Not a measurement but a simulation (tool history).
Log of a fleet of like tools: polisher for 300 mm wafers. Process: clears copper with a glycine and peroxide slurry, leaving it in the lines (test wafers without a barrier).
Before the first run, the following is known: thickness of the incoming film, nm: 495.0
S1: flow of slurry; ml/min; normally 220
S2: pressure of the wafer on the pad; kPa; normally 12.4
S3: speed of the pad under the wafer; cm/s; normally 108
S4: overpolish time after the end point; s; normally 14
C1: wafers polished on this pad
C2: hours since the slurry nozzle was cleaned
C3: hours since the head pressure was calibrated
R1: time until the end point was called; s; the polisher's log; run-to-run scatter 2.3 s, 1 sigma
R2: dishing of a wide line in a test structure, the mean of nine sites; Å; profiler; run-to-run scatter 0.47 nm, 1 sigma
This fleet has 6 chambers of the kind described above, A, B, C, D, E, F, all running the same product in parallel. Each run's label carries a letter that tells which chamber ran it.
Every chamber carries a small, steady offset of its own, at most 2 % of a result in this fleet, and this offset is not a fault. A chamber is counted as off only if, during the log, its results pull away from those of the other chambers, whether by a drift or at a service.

| run | hour | S1 | S2 | S3 | S4 | C1 | C2 | C3 | R1 | R2 |
|---|---|---|---|---|---|---|---|---|---|---|
|  | 5.4 | chamber A: slurry nozzle cleaned |
| 1F | 8.5 | 220 | 12.4 | 108 | 14 | 259 | 251.3 | 506 | 112.32 | 421.2 |
|  | 13.5 | chamber C: worn pad replaced by a new one |
| 2A | 18.9 | 220 | 12.4 | 108 | 14 | 352 | 13.5 | 309.6 | 114.9 | 423.69 |
|  | 27.3 | chamber F: head pressure recalibrated |
| 3E | 33.1 | 220 | 12.4 | 108 | 14 | 443 | 126.6 | 158.8 | 113.72 | 422.51 |
|  | 40.7 | chamber D: head pressure recalibrated |
| 4C | 45.2 | 220 | 12.4 | 108 | 14 | 151 | 513.8 | 399.4 | 114.5 | 428.48 |
| 5B | 55.9 | 220 | 12.4 | 108 | 14 | 1243 | 246.5 | 628.3 | 116.8 | 433.01 |
|  | 60 | chamber D: worn pad replaced by a new one |
| 6D | 70.4 | 220 | 12.4 | 108 | 14 | 50 | 90.4 | 29.7 | 111.41 | 419.16 |
| 7F | 78.2 | 220 | 12.4 | 108 | 14 | 592 | 321 | 50.9 | 116.33 | 426.2 |
|  | 81.1 | chamber F: worn pad replaced by a new one |
| 8B | 88.4 | 220 | 12.4 | 108 | 14 | 1398 | 279 | 660.8 | 113.29 | 441.63 |
|  | 96.9 | chamber B: worn pad replaced by a new one |
| 9E | 101.5 | 220 | 12.4 | 108 | 14 | 770 | 195 | 227.2 | 116.44 | 418.03 |
| 10A | 110.9 | 220 | 12.4 | 108 | 14 | 791 | 105.5 | 401.6 | 118.51 | 428.3 |
|  | 121.1 | chamber E: slurry nozzle cleaned |
| 11D | 124.5 | 220 | 12.4 | 108 | 14 | 308 | 144.5 | 83.8 | 116.81 | 433.8 |
| 12C | 137 | 220 | 12.4 | 108 | 14 | 590 | 605.6 | 491.2 | 112.71 | 423.29 |
|  | 142.1 | chamber F: slurry nozzle cleaned |
|  | 146.3 | chamber A: worn pad replaced by a new one |
| 13D | 148.7 | 220 | 12.4 | 108 | 14 | 424 | 168.7 | 108 | 113.07 | 419.39 |
| 14B | 155.9 | 220 | 12.4 | 108 | 14 | 282 | 346.5 | 728.3 | 112.45 | 435.66 |
| 15C | 170 | 220 | 12.4 | 108 | 14 | 748 | 638.6 | 524.2 | 114 | 420.38 |
| 16F | 176.9 | 220 | 12.4 | 108 | 14 | 458 | 34.8 | 149.6 | 114.69 | 420.4 |
|  | 179.9 | chamber C: worn pad replaced by a new one |
| 17A | 191.8 | 220 | 12.4 | 126 | 14 | 217 | 186.4 | 482.5 | 100.58 | 474.03 |
|  | 194.8 | chamber E: head pressure recalibrated |
| 18E | 200.7 | 220 | 12.4 | 126 | 14 | 1245 | 79.7 | 6 | 103.61 | 450.68 |
|  | 205.4 | chamber F: worn pad replaced by a new one |
| 19E | 216.4 | 220 | 12.4 | 126 | 14 | 1320 | 95.4 | 21.7 | 110.89 | 447.45 |
| 20D | 225.9 | 220 | 12.4 | 126 | 14 | 793 | 245.9 | 185.2 | 100.99 | 462.47 |
| 21B | 236.3 | 220 | 12.4 | 126 | 14 | 666 | 426.9 | 808.7 | 99.113 | 474.33 |
| 22F | 248.1 | 220 | 12.4 | 126 | 14 | 204 | 106 | 220.8 | 105.14 | 466.63 |
|  | 253.9 | chamber C: slurry nozzle cleaned |
| 23A | 259.4 | 220 | 12.4 | 108 | 14 | 540 | 254 | 550.1 | 119.15 | 421.16 |
| 24C | 271.5 | 220 | 12.4 | 108 | 14 | 438 | 17.6 | 625.7 | 111.12 | 418.47 |
| 25C | 279.4 | 220 | 12.4 | 108 | 14 | 475 | 25.5 | 633.6 | 112.25 | 410.73 |
| 26F | 289.3 | 220 | 12.4 | 108 | 14 | 401 | 147.2 | 262 | 118.07 | 425.36 |
| 27E | 296.1 | 220 | 12.4 | 108 | 14 | 1701 | 175.1 | 101.4 | 129.15 | 398.95 |
| 28B | 306.2 | 220 | 12.4 | 108 | 14 | 1001 | 496.8 | 878.6 | 113.35 | 432.57 |
|  | 311.2 | chamber A: slurry nozzle cleaned |
| 29D | 315.5 | 220 | 12.4 | 92 | 14 | 1221 | 335.5 | 274.8 | 131.58 | 385.39 |
|  | 316.7 | chamber E: slurry nozzle cleaned |
|  | 320.2 | chamber C: worn pad replaced by a new one |
|  | 324 | chamber B: head pressure recalibrated |
| 30A | 324.4 | 220 | 12.4 | 92 | 14 | 851 | 13.2 | 615.1 | 134.57 | 375.7 |
|  | 325 | chamber F: worn pad replaced by a new one |
| 31E | 331.7 | 220 | 12.4 | 92 | 14 | 1871 | 15 | 137 | 137.03 | 354.35 |
| 32F | 340 | 220 | 12.4 | 92 | 14 | 71 | 197.9 | 312.7 | 130.56 | 385.53 |
|  | 347.7 | chamber A: worn pad replaced by a new one |
|  | 349.9 | chamber D: worn pad replaced by a new one |
|  | 353.7 | chamber B: worn pad replaced by a new one |
| 33B | 355.9 | 220 | 12.4 | 92 | 14 | 10 | 546.5 | 32 | 131.49 | 386.71 |
| 34A | 366.7 | 220 | 12.4 | 92 | 14 | 91 | 55.5 | 657.4 | 130.75 | 378.71 |
| 35D | 378.7 | 220 | 12.4 | 108 | 14 | 137 | 398.7 | 338 | 118.96 | 418.98 |
| 36C | 390.9 | 220 | 12.4 | 108 | 14 | 338 | 137 | 745.1 | 114.76 | 416.15 |
| 37F | 404.5 | 220 | 12.4 | 108 | 14 | 380 | 262.4 | 377.2 | 117.5 | 428.15 |
| 38A | 413.3 | 220 | 12.4 | 108 | 14 | 314 | 102.1 | 704 | 115.62 | 420.92 |
| 39C | 429.1 | 220 | 12.4 | 108 | 14 | 521 | 175.2 | 783.3 | 115.88 | 421.04 |
| 40D | 441.6 | 220 | 12.4 | 108 | 14 | 438 | 461.6 | 400.9 | 117.68 | 420.86 |
| 41B | 449.8 | 220 | 12.4 | 134 | 22 | 459 | 640.4 | 125.9 | 97.027 | 712.32 |
| 42E | 456.7 | 220 | 12.4 | 134 | 22 | 2469 | 140 | 262 | 107.21 | 647.86 |

Is one chamber out of step, is the gauge drifting, or do the chambers differ by no more than their own small offsets? For an off chamber, give its letter and the likeliest cause.

Little by little, chamber E moves away from the other chambers.
Likeliest cause: removal rate lost through wear of the pad, % = 12.3.

Here are 4 candidates for chamber E's next run, each the usual settings with a change, their results left as question marks. Which one brings its results back in line with what the others give on the usual settings?
To be in line, a result may differ from the other chambers' mean on the usual settings by at most: R1 8 s; R2 16 Å
| 43E-1 | 468 | 225 | 14.5 | 130 | 14 |  |  |  | ? | ? |
| 43E-2 | 468 | 225 | 13.1 | 118 | 14 |  |  |  | ? | ? |
| 43E-3 | 468 | 215 | 10.3 | 88 | 14 |  |  |  | ? | ? |
| 43E-4 | 468 | 215 | 11.7 | 98 | 14 |  |  |  | ? | ? |

The mean the other chambers reach with the usual settings: R1 115.83 s; R2 422.28 Å
| run | R1 | R2 |
|---|---|---|
| 43E-1 | 101.48 | 481 |
| 43E-2 | 119.1 | 417.62 |
| 43E-3 | 178.07 | 290.82 |
| 43E-4 | 150.58 | 338.97 |
43E-2 brings the chamber back in line.

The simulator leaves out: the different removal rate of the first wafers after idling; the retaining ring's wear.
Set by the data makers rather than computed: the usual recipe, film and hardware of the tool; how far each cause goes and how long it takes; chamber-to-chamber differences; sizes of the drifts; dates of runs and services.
